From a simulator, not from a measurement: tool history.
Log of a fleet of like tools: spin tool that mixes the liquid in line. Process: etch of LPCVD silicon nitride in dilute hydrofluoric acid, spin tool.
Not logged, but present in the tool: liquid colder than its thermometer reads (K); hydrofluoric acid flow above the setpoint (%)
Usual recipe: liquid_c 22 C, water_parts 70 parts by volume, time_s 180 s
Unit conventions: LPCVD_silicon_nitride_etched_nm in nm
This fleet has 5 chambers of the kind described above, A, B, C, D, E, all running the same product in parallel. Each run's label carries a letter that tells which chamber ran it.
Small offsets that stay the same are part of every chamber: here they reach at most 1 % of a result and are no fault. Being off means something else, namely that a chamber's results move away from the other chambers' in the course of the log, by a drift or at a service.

run   hour  liquid_c  water_parts  time_s  hours since the thermometer was replaced  hours since the hydrofluoric acid flow meter was replaced  read-back film thickness of the LPCVD silicon nitride reference wafer, read on the same gauge (nm)  LPCVD_silicon_nitride_etched_nm
 1A    8.9        22           70     180                                     198.7                                                     1015.5                                                                                              129.99                           1.3478
 2B   16.2        22           70     180                                     148.3                                                     1933.2                                                                                              130.02                           1.2711
 3C   25.1        22           70     180                                     655.1                                                     1503.3                                                                                              130.03                           1.2447
 4D   32.3        22           70     180                                       272                                                        303                                                                                              129.98                           1.3161
 5E     39        22           70     180                                       163                                                      967.9                                                                                              129.99                           1.3533
 6D   46.6        22           70     180                                     286.3                                                      317.3                                                                                              130.03                           1.3355
 7E   53.4        22           70     180                                     177.4                                                      982.3                                                                                              129.98                           1.3182
 8A   60.8        22           70     180                                     250.6                                                     1067.4                                                                                              129.99                           1.3127
 9B   66.9        22           70     180                                       199                                                     1983.9                                                                                              130.01                           1.2622
10C   75.2        22           70     180                                     705.2                                                     1553.4                                                                                              129.97                           1.2921
11D   79.3        22           70     180                                       319                                                        350                                                                                              129.98                           1.2695
12C   88.4        22           70     180                                     718.4                                                     1566.6                                                                                              129.95                           1.3347
13B   95.8        22           50     285                                     227.9                                                     2012.8                                                                                              129.98                           2.8697
14E  101.9        22           50     285                                     225.9                                                     1030.8                                                                                              129.97                           2.9027
15A  110.6        22           50     285                                     300.4                                                     1117.2                                                                                              129.98                           2.8295
16C  115.8        22           50     285                                     745.8                                                       1594                                                                                              130.01                           2.9733
17B  121.7        22           50     285                                     253.8                                                     2038.7                                                                                                 130                           2.9089
18A  130.1        22           70     180                                     319.9                                                     1136.7                                                                                              129.99                           1.3674
19E  137.8      25.5           80     180                                     261.8                                                     1066.7                                                                                                 130                           1.3901
20D  144.8      25.5           80     180                                     384.5                                                      415.5                                                                                              130.02                           1.4435
21A  153.8      25.5           80     180                                     343.6                                                     1160.4                                                                                              130.01                           1.4729
22B  159.5      25.5           80     180                                     291.6                                                     2076.5                                                                                              129.99                           1.4785
23C  167.9      25.5           80     180                                     797.9                                                     1646.1                                                                                              130.03                           1.4253
24D  172.7        19           95     180                                     412.4                                                      443.4                                                                                                 130                          0.80186
     173.5  -- chamber C: hydrofluoric acid flow meter replaced
25E    181        19           95     180                                       305                                                     1109.9                                                                                              129.99                          0.79791
26D  186.7        19           95     180                                     426.4                                                      457.4                                                                                              129.99                          0.78589
27E  195.7        19           95     180                                     319.7                                                     1124.6                                                                                                 130                          0.78524
28A  200.7        19           95     180                                     390.5                                                     1207.3                                                                                              129.99                          0.78364
29C  208.4        22           70     180                                     838.4                                                         35                                                                                                 130                           1.2784
30B  213.7        22           70     180                                     345.8                                                     2130.7                                                                                              130.01                           1.3142
31A  218.5        22           70     180                                     408.3                                                     1225.1                                                                                              129.98                           1.3496
32D  226.4        22           70     180                                     466.1                                                      497.1                                                                                                 130                           1.3561
33B  234.1        22           70     180                                     366.2                                                     2151.1                                                                                              129.98                           1.3739
34E  242.6        24          100     180                                     366.6                                                     1171.5                                                                                                 130                           1.0284
35C  248.8        24          100     180                                     878.8                                                       75.4                                                                                              129.99                           1.0656
36B  257.7        24          100     180                                     389.8                                                     2174.7                                                                                              129.99                           1.0536
37C  264.8        24          100     180                                     894.8                                                       91.4                                                                                                 130                           1.0118
38D    272        24          100     180                                     511.7                                                      542.7                                                                                              129.96                            1.041
39A    277        22           70     180                                     466.8                                                     1283.6                                                                                              130.01                           1.3879
40E  285.7        22           70     180                                     409.7                                                     1214.6                                                                                                 130                           1.2858

For the next run the whole fleet of 5 chambers uses the same settings. Give each chamber's results:
41A  292.3        22           70     140                                                                                                                                                                                                                                         ?
41B  292.3        22           70     140                                                                                                                                                                                                                                         ?
41C  292.3        22           70     140                                                                                                                                                                                                                                         ?
41D  292.3        22           70     140                                                                                                                                                                                                                                         ?
41E  292.3        22           70     140                                                                                                                                                                                                                                         ?

run  LPCVD_silicon_nitride_etched_nm
41A                            1.008
41B                           1.0122
41C                           1.0165
41D                            1.035
41E                           1.0179
